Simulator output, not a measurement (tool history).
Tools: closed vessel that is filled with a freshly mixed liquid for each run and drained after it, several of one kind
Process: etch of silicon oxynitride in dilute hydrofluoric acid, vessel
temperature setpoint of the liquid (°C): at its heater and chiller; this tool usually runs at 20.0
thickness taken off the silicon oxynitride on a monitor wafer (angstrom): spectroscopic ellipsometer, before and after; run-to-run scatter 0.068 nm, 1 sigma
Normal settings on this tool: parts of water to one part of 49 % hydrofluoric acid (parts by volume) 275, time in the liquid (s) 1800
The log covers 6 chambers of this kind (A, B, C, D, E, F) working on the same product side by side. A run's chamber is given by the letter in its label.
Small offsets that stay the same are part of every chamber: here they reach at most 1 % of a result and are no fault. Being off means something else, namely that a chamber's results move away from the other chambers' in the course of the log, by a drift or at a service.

| run | hour | temperature setpoint of the liquid (°C) | parts of water to one part of 49 % hydrofluoric acid (parts by volume) | time in the liquid (s) | hours since the thermometer was replaced | hours since the hydrofluoric acid flow meter was replaced | read-back film thickness of the silicon oxynitride reference wafer, read on the same gauge (nm) | thickness taken off the silicon oxynitride on a monitor wafer (angstrom) |
|---|---|---|---|---|---|---|---|---|
| 1B | 7.1 | 20.0 | 275 | 1800 | 757.8 | 1451.8 | 70.043 | 101.080 |
|  | 12.2 | chamber D: thermometer replaced |
|  | 13.6 | chamber A: hydrofluoric acid flow meter replaced |
| 2E | 17.5 | 20.0 | 275 | 1800 | 2348.9 | 330.5 | 69.997 | 101.150 |
| 3F | 24.6 | 20.0 | 275 | 1800 | 808.5 | 204.7 | 69.949 | 100.150 |
| 4A | 32.8 | 20.0 | 275 | 1800 | 1060.3 | 19.3 | 70.025 | 102.070 |
| 5D | 39.6 | 20.0 | 275 | 1800 | 27.5 | 179.1 | 70.001 | 102.390 |
| 6C | 48.9 | 20.0 | 275 | 1800 | 1481.8 | 764.5 | 70.001 | 100.970 |
| 7E | 60.8 | 20.0 | 275 | 1800 | 2392.2 | 373.8 | 70.008 | 101.020 |
| 8D | 68.3 | 20.0 | 190 | 1800 | 56.2 | 207.8 | 69.978 | 156.200 |
| 9A | 77.9 | 20.0 | 190 | 1800 | 1105.4 | 64.4 | 70.014 | 152.990 |
| 10C | 84.7 | 20.0 | 190 | 1800 | 1517.6 | 800.3 | 70.022 | 154.030 |
| 11F | 92.6 | 20.0 | 190 | 1800 | 876.5 | 272.7 | 70.017 | 155.340 |
| 12B | 101.0 | 20.0 | 190 | 1800 | 851.7 | 1545.7 | 70.012 | 156.670 |
| 13C | 112.3 | 20.0 | 190 | 1800 | 1545.2 | 827.9 | 70.012 | 154.540 |
| 14D | 122.3 | 20.0 | 275 | 1800 | 110.2 | 261.8 | 70.006 | 99.914 |
| 15F | 130.2 | 22.0 | 275 | 1800 | 914.1 | 310.3 | 69.962 | 109.430 |
| 16A | 143.4 | 22.0 | 275 | 1800 | 1170.9 | 129.9 | 70.012 | 110.680 |
| 17B | 149.6 | 22.0 | 275 | 1800 | 900.3 | 1594.3 | 69.963 | 111.760 |
| 18E | 157.3 | 22.0 | 275 | 1800 | 2488.7 | 470.3 | 70.002 | 111.410 |
| 19D | 168.1 | 22.0 | 275 | 1800 | 156.0 | 307.6 | 69.972 | 109.870 |
| 20A | 176.6 | 22.0 | 275 | 1800 | 1204.1 | 163.1 | 70.003 | 109.900 |
| 21C | 187.2 | 20.0 | 275 | 1800 | 1620.1 | 902.8 | 69.995 | 101.390 |
| 22B | 194.6 | 20.0 | 275 | 1800 | 945.3 | 1639.3 | 69.985 | 100.100 |
| 23F | 203.4 | 20.0 | 275 | 1800 | 987.3 | 383.5 | 70.020 | 99.227 |
| 24E | 209.2 | 20.0 | 275 | 1800 | 2540.6 | 522.2 | 70.017 | 100.940 |
| 25E | 215.2 | 20.0 | 275 | 1800 | 2546.6 | 528.2 | 70.016 | 102.400 |
|  | 216.5 | chamber C: hydrofluoric acid flow meter replaced |
| 26B | 226.5 | 20.0 | 275 | 1800 | 977.2 | 1671.2 | 70.014 | 101.260 |
| 27A | 236.8 | 20.0 | 275 | 1800 | 1264.3 | 223.3 | 69.965 | 101.440 |
| 28D | 246.4 | 20.0 | 275 | 1800 | 234.3 | 385.9 | 70.056 | 101.030 |
| 29C | 257.8 | 20.0 | 275 | 1800 | 1690.7 | 41.4 | 70.002 | 102.510 |
| 30F | 264.2 | 20.0 | 275 | 1800 | 1048.1 | 444.3 | 70.025 | 99.945 |
| 31D | 270.9 | 20.0 | 275 | 1800 | 258.8 | 410.4 | 70.003 | 100.290 |
| 32A | 277.6 | 20.0 | 275 | 1800 | 1305.1 | 264.1 | 69.986 | 101.460 |
| 33C | 290.3 | 20.0 | 275 | 1800 | 1723.2 | 73.9 | 70.019 | 102.130 |
| 34B | 297.6 | 20.0 | 200 | 2725 | 1048.3 | 1742.3 | 69.961 | 221.580 |
| 35F | 304.4 | 20.0 | 200 | 2725 | 1088.3 | 484.5 | 70.011 | 220.070 |
| 36E | 312.1 | 20.0 | 200 | 2725 | 2643.5 | 625.1 | 69.997 | 225.000 |
| 37A | 322.6 | 20.0 | 200 | 2725 | 1350.1 | 309.1 | 69.999 | 217.880 |
| 38C | 329.7 | 20.0 | 200 | 2725 | 1762.6 | 113.3 | 69.962 | 224.040 |
| 39F | 341.4 | 20.0 | 200 | 2725 | 1125.3 | 521.5 | 69.964 | 220.230 |
| 40E | 351.0 | 20.0 | 275 | 1800 | 2682.4 | 664.0 | 70.030 | 101.450 |
| 41D | 362.0 | 20.0 | 275 | 1800 | 349.9 | 501.5 | 70.008 | 99.830 |
| 42B | 371.0 | 20.0 | 275 | 1800 | 1121.7 | 1815.7 | 69.981 | 100.670 |

All 6 chambers run these settings next. Forecast each chamber's results:
| 43A | 380.4 | 24.5 | 275 | 1800 |  |  |  | ? |
| 43B | 380.4 | 24.5 | 275 | 1800 |  |  |  | ? |
| 43C | 380.4 | 24.5 | 275 | 1800 |  |  |  | ? |
| 43D | 380.4 | 24.5 | 275 | 1800 |  |  |  | ? |
| 43E | 380.4 | 24.5 | 275 | 1800 |  |  |  | ? |
| 43F | 380.4 | 24.5 | 275 | 1800 |  |  |  | ? |

| run | thickness taken off the silicon oxynitride on a monitor wafer (angstrom) |
|---|---|
| 43A | 121.870 |
| 43B | 122.600 |
| 43C | 122.800 |
| 43D | 121.450 |
| 43E | 124.640 |
| 43F | 121.240 |

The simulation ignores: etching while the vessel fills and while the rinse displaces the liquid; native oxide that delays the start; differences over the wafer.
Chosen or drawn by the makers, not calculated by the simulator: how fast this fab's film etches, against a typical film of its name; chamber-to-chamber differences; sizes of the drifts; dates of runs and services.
